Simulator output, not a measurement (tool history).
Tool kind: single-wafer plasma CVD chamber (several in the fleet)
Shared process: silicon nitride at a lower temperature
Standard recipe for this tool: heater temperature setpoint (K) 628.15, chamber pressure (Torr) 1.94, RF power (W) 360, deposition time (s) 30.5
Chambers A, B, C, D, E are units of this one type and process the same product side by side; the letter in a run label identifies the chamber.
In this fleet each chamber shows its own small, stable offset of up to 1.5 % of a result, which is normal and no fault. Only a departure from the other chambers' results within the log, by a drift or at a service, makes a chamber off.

run,hour,heater temperature setpoint (K),chamber pressure (Torr),RF power (W),deposition time (s),hours since the last thermocouple change,hours since the last RF generator calibration,hours since the last manometer calibration,"read-back reference wafer on the same gauge, thickness_nm",mean film thickness on the monitor wafer (nm)
1D,6,628.15,1.94,360,30.5,1857.4,802.8,1053.9,49.695,42.383
2C,11,628.15,1.94,360,30.5,176.5,334.6,2313.7,49.704,42.466
3A,15.3,628.15,1.94,360,30.5,1397.2,1515.2,2173.2,49.659,42.027
4E,21.2,628.15,1.94,360,30.5,866.6,1517.3,883.3,49.673,42.131
# hour 22.5: chamber A: RF generator calibrated
5B,26,628.15,1.94,360,30.5,1060.5,1406.2,947.9,49.728,42.624
6C,31.9,628.15,1.94,360,30.5,197.4,355.5,2334.6,49.717,41.942
7B,36.2,636.15,1.94,310,30.5,1070.7,1416.4,958.1,49.741,38.688
8D,39.1,636.15,1.94,310,30.5,1890.5,835.9,1087,49.71,38.398
9E,44.4,636.15,1.94,310,30.5,889.8,1540.5,906.5,49.653,37.88
10A,49,636.15,1.94,310,30.5,1430.9,26.5,2206.9,49.726,38.438
# hour 53.1: chamber D: RF generator calibrated
11D,54.7,636.15,1.94,310,30.5,1906.1,1.6,1102.6,49.649,38.819
12E,59.2,628.15,1.94,360,30.5,904.6,1555.3,921.3,49.752,41.793
13B,65.2,628.15,1.94,360,30.5,1099.7,1445.4,987.1,49.665,42.301
14A,69.4,628.15,1.94,360,30.5,1451.3,46.9,2227.3,49.727,42.462
15C,72.7,615.15,1.94,360,25.2,238.2,396.3,2375.4,49.709,34.921
16D,76.4,615.15,1.94,360,25.2,1927.8,23.3,1124.3,49.661,35.549
17C,81.5,615.15,1.94,360,25.2,247,405.1,2384.2,49.668,34.498
18A,84.9,615.15,1.94,360,25.2,1466.8,62.4,2242.8,49.678,35.504
19B,90.5,615.15,1.94,360,25.2,1125,1470.7,1012.4,49.756,35.669
20E,96.5,628.15,1.94,360,30.5,941.9,1592.6,958.6,49.678,41.581
21C,102.3,628.15,1.94,360,30.5,267.8,425.9,2405,49.741,41.417
22D,107.6,628.15,1.94,360,30.5,1959,54.5,1155.5,49.694,42.733
23E,113.2,628.15,1.94,360,30.5,958.6,1609.3,975.3,49.683,41.741
24A,117.1,628.15,1.94,300,27,1499,94.6,2275,49.722,33.605
25B,121.7,628.15,1.94,300,27,1156.2,1501.9,1043.6,49.7,33.568
26B,126.2,628.15,1.94,300,27,1160.7,1506.4,1048.1,49.641,33.657
27E,130.7,628.15,1.94,300,27,976.1,1626.8,992.8,49.729,32.828
28C,133.4,628.15,1.94,300,27,298.9,457,2436.1,49.684,32.678
29A,137.8,628.15,1.94,360,30.5,1519.7,115.3,2295.7,49.708,42.845
30D,142.9,628.15,1.94,360,30.5,1994.3,89.8,1190.8,49.768,43.151
31B,149,628.15,1.94,360,30.5,1183.5,1529.2,1070.9,49.716,42.798
32A,154.9,628.15,1.94,360,30.5,1536.8,132.4,2312.8,49.689,43.056
33D,158.2,628.15,1.94,360,30.5,2009.6,105.1,1206.1,49.722,42.386
34C,161.5,628.15,1.94,360,30.5,327,485.1,2464.2,49.676,40.912
35E,167.1,628.15,1.94,360,30.5,1012.5,1663.2,1029.2,49.727,41.793
36A,171.3,628.15,2.27,360,30.5,1553.2,148.8,2329.2,49.642,43.949
37E,175.1,628.15,2.27,360,30.5,1020.5,1671.2,1037.2,49.674,43.632
38C,181.1,628.15,2.27,360,30.5,346.6,504.7,2483.8,49.689,42.254

One chamber off, gauge drift, or nothing amiss beyond the chambers' own small offsets? If it is a chamber, which one, and what is the likeliest cause?

It is chamber C that slowly wanders off from its peers.
Likeliest cause: delivered RF power below the setpoint (%) = 4.71.

Which of the 4 candidates below, each the usual settings with something changed and its results left as question marks, puts chamber C back in line with what the other chambers give on the usual settings?
To be in line, a result may differ from the other chambers' mean on the usual settings by at most: mean film thickness on the monitor wafer (nm) 0.67
39C-1,185.5,628.15,1.94,340,30.5,,,,,?
39C-2,185.5,628.15,1.94,360,31.7,,,,,?
39C-3,185.5,629.15,1.41,360,30.5,,,,,?
39C-4,185.5,628.15,1.98,375,32.2,,,,,?

On the usual settings, the other chambers give on average: mean film thickness on the monitor wafer (nm) 42.4
run,mean film thickness on the monitor wafer (nm)
39C-1,39.367
39C-2,42.452
39C-3,37.415
39C-4,44.492
39C-2 puts the chamber back in line with the other chambers.
